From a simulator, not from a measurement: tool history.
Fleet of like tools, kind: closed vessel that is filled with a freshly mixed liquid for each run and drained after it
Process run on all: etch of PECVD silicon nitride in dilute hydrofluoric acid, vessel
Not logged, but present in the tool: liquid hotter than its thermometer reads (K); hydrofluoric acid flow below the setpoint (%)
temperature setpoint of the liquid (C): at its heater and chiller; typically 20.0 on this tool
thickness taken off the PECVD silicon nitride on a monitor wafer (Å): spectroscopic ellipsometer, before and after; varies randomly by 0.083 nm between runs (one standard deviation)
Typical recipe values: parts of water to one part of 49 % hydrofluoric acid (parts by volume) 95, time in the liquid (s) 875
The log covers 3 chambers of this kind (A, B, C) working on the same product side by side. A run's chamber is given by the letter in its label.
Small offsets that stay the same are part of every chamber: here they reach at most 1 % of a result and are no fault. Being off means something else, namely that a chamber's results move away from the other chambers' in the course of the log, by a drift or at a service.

| run | hour | temperature setpoint of the liquid (C) | parts of water to one part of 49 % hydrofluoric acid (parts by volume) | time in the liquid (s) | hours since the thermometer was replaced | hours since the hydrofluoric acid flow meter was replaced | read-back film thickness of the PECVD silicon nitride reference wafer, read on the same gauge (nm) | thickness taken off the PECVD silicon nitride on a monitor wafer (Å) |
|---|---|---|---|---|---|---|---|---|
| 1A | 8.3 | 20.0 | 95 | 875 | 735.4 | 1311.8 | 60.015 | 124.070 |
| 2B | 15.4 | 20.0 | 95 | 875 | 676.8 | 557.4 | 60.009 | 123.640 |
| 3C | 20.9 | 20.0 | 95 | 875 | 1465.5 | 1406.2 | 60.002 | 123.890 |
| 4A | 25.2 | 20.0 | 95 | 875 | 752.3 | 1328.7 | 59.998 | 123.560 |
| 5B | 30.9 | 20.0 | 95 | 875 | 692.3 | 572.9 | 60.000 | 122.670 |
| 6C | 38.6 | 20.0 | 95 | 875 | 1483.2 | 1423.9 | 60.011 | 124.300 |
| 7B | 42.6 | 20.0 | 95 | 875 | 704.0 | 584.6 | 59.999 | 123.950 |
| 8C | 50.9 | 20.0 | 95 | 875 | 1495.5 | 1436.2 | 59.997 | 123.360 |
| 9A | 56.1 | 20.0 | 95 | 875 | 783.2 | 1359.6 | 59.986 | 124.210 |
| 10A | 61.3 | 20.0 | 95 | 875 | 788.4 | 1364.8 | 60.013 | 125.770 |
| 11C | 67.5 | 20.0 | 95 | 875 | 1512.1 | 1452.8 | 60.017 | 123.510 |
| 12B | 73.5 | 20.0 | 95 | 875 | 734.9 | 615.5 | 60.004 | 123.730 |
| 13C | 80.3 | 20.0 | 50 | 875 | 1524.9 | 1465.6 | 60.002 | 229.470 |
| 14B | 88.2 | 20.0 | 50 | 875 | 749.6 | 630.2 | 60.010 | 227.430 |
| 15A | 96.0 | 20.0 | 50 | 875 | 823.1 | 1399.5 | 60.013 | 234.700 |
| 16C | 101.2 | 20.0 | 95 | 875 | 1545.8 | 1486.5 | 60.015 | 123.550 |
| 17A | 105.0 | 20.0 | 95 | 875 | 832.1 | 1408.5 | 59.998 | 126.870 |
| 18B | 112.0 | 20.0 | 95 | 875 | 773.4 | 654.0 | 60.015 | 122.530 |
| 19A | 118.4 | 20.0 | 95 | 875 | 845.5 | 1421.9 | 60.000 | 127.780 |
| 20B | 125.3 | 17.0 | 45 | 875 | 786.7 | 667.3 | 59.986 | 202.350 |
| 21C | 130.1 | 17.0 | 45 | 875 | 1574.7 | 1515.4 | 59.992 | 201.810 |
| 22A | 135.5 | 17.0 | 45 | 875 | 862.6 | 1439.0 | 60.009 | 214.140 |
| 23C | 142.0 | 20.0 | 125 | 875 | 1586.6 | 1527.3 | 59.996 | 94.409 |
| 24B | 146.5 | 20.0 | 125 | 875 | 807.9 | 688.5 | 59.974 | 93.642 |
| 25C | 154.6 | 20.0 | 125 | 875 | 1599.2 | 1539.9 | 59.985 | 94.879 |
| 26A | 160.3 | 20.0 | 115 | 645 | 887.4 | 1463.8 | 59.994 | 78.749 |
| 27B | 164.8 | 20.0 | 115 | 645 | 826.2 | 706.8 | 60.017 | 75.543 |
| 28B | 172.2 | 20.0 | 115 | 645 | 833.6 | 714.2 | 60.007 | 74.898 |
| 29A | 176.1 | 23.5 | 95 | 1035 | 903.2 | 1479.6 | 59.999 | 193.220 |
| 30C | 180.3 | 23.5 | 95 | 1035 | 1624.9 | 1565.6 | 59.983 | 186.250 |
| 31C | 184.7 | 23.5 | 95 | 1035 | 1629.3 | 1570.0 | 59.997 | 185.960 |
| 32A | 190.2 | 20.0 | 95 | 875 | 917.3 | 1493.7 | 60.001 | 128.900 |
| 33B | 195.6 | 20.0 | 95 | 875 | 857.0 | 737.6 | 60.001 | 123.100 |
| 34C | 200.0 | 20.0 | 95 | 875 | 1644.6 | 1585.3 | 59.985 | 122.320 |
| 35A | 206.9 | 20.0 | 125 | 1360 | 934.0 | 1510.4 | 60.013 | 154.990 |

What goes on in this fleet: one chamber off, a drifting gauge, or nothing beyond the chambers' own small offsets? Name the chamber and the cause, if any.

Chamber A drifts away from the others.
Most likely cause: liquid hotter than its thermometer reads (K) = 0.525.
The log may not tell that from: hydrofluoric acid flow above the setpoint (%).

Chamber A could run next with any of the 4 candidate recipes listed below; each alters the usual settings, and their results appear as question marks. Which one brings its results back in line with what the other chambers deliver on the usual settings?
Counts as in line when no further than this from what the other chambers average on the usual settings: thickness taken off the PECVD silicon nitride on a monitor wafer (Å) 2.900
| 36A-1 | 213.0 | 20.0 | 95 | 830 |  |  |  | ? |
| 36A-2 | 213.0 | 20.0 | 95 | 920 |  |  |  | ? |
| 36A-3 | 213.0 | 19.5 | 95 | 815 |  |  |  | ? |
| 36A-4 | 213.0 | 20.0 | 90 | 920 |  |  |  | ? |

On the usual settings, the other chambers give on average: thickness taken off the PECVD silicon nitride on a monitor wafer (Å) 123.030
| run | thickness taken off the PECVD silicon nitride on a monitor wafer (Å) |
|---|---|
| 36A-1 | 122.210 |
| 36A-2 | 135.460 |
| 36A-3 | 115.990 |
| 36A-4 | 142.780 |
With 36A-1, the chamber falls back in line with the rest.
